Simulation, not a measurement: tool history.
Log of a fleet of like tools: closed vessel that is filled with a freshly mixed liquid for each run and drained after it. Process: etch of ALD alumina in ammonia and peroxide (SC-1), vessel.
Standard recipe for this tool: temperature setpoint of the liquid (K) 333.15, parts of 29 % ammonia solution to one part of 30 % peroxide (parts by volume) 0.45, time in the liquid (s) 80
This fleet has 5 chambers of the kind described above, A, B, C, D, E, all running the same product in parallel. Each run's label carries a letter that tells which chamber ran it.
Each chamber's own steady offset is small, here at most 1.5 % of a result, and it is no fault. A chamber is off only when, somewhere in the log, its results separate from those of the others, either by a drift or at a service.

run	hour	temperature setpoint of the liquid (K)	parts of 29 % ammonia solution to one part of 30 % peroxide (parts by volume)	time in the liquid (s)	read-back film thickness of the ALD alumina reference wafer, read on the same gauge (nm)	thickness taken off the ALD alumina on a monitor wafer (angstrom)
1C	7.6	333.15	0.45	80	110	84.163
2E	16.9	333.15	0.45	80	110.01	83.796
3A	23.5	333.15	0.45	80	109.98	83.636
4B	29.3	333.15	0.45	80	110.01	82.165
5D	35.4	333.15	0.45	80	109.98	85.357
# hour 42.2: chamber D: ammonia flow meter replaced
6A	42.6	333.15	0.45	80	110	84.063
7C	50.1	333.15	0.45	80	109.99	85.222
8E	58.2	333.15	0.45	80	110	83.827
# hour 60.8: chamber B: ammonia flow meter replaced
# hour 61.6: chamber E: new drum of ammonia solution connected
9B	67.7	333.15	0.45	80	110	82.793
10D	75.1	333.15	0.45	80	109.97	85.115
11E	82.2	340.65	0.45	80	110	122.62
12D	90.7	340.65	0.45	80	110.01	123.46
13A	98.1	340.65	0.45	80	110.01	121.56
14B	106.5	340.65	0.45	80	109.99	122.43
15C	111.8	340.65	0.45	80	110.01	123.29
16B	119.7	333.15	0.35	80	110.01	83.005
17A	125.9	333.15	0.35	80	110.03	81.886
18C	135	333.15	0.35	80	110.01	81.425
19E	144.7	333.15	0.35	80	110.01	81.683
20D	154	333.15	0.35	80	109.99	83.515
21D	162.6	333.15	0.45	80	110	85.478
22E	167.2	333.15	0.45	80	109.98	83.714
23A	175	333.15	0.45	80	110	84.054
24C	180	333.15	0.45	80	109.98	83.982
25B	185.4	333.15	0.45	80	109.99	86.606
26C	192.6	333.15	0.25	125	110.01	124.6
27B	198.7	333.15	0.25	125	109.97	127.88
28A	205.5	333.15	0.25	125	110	123.59
29D	210.1	333.15	0.25	125	109.98	126.02
30E	219.1	333.15	0.25	125	109.96	122.86
31E	224.3	333.15	0.45	80	109.99	83.946
32D	229.5	333.15	0.3	65	109.99	66.756
33A	236.8	333.15	0.3	65	109.99	65.213

Next, all 5 chambers run the settings below, one line each with question marks for the results. What does each chamber give?
34A	243.8	333.15	0.65	80		?
34B	243.8	333.15	0.65	80		?
34C	243.8	333.15	0.65	80		?
34D	243.8	333.15	0.65	80		?
34E	243.8	333.15	0.65	80		?

run	thickness taken off the ALD alumina on a monitor wafer (angstrom)
34A	86.589
34B	91.472
34C	87.205
34D	87.789
34E	86.872
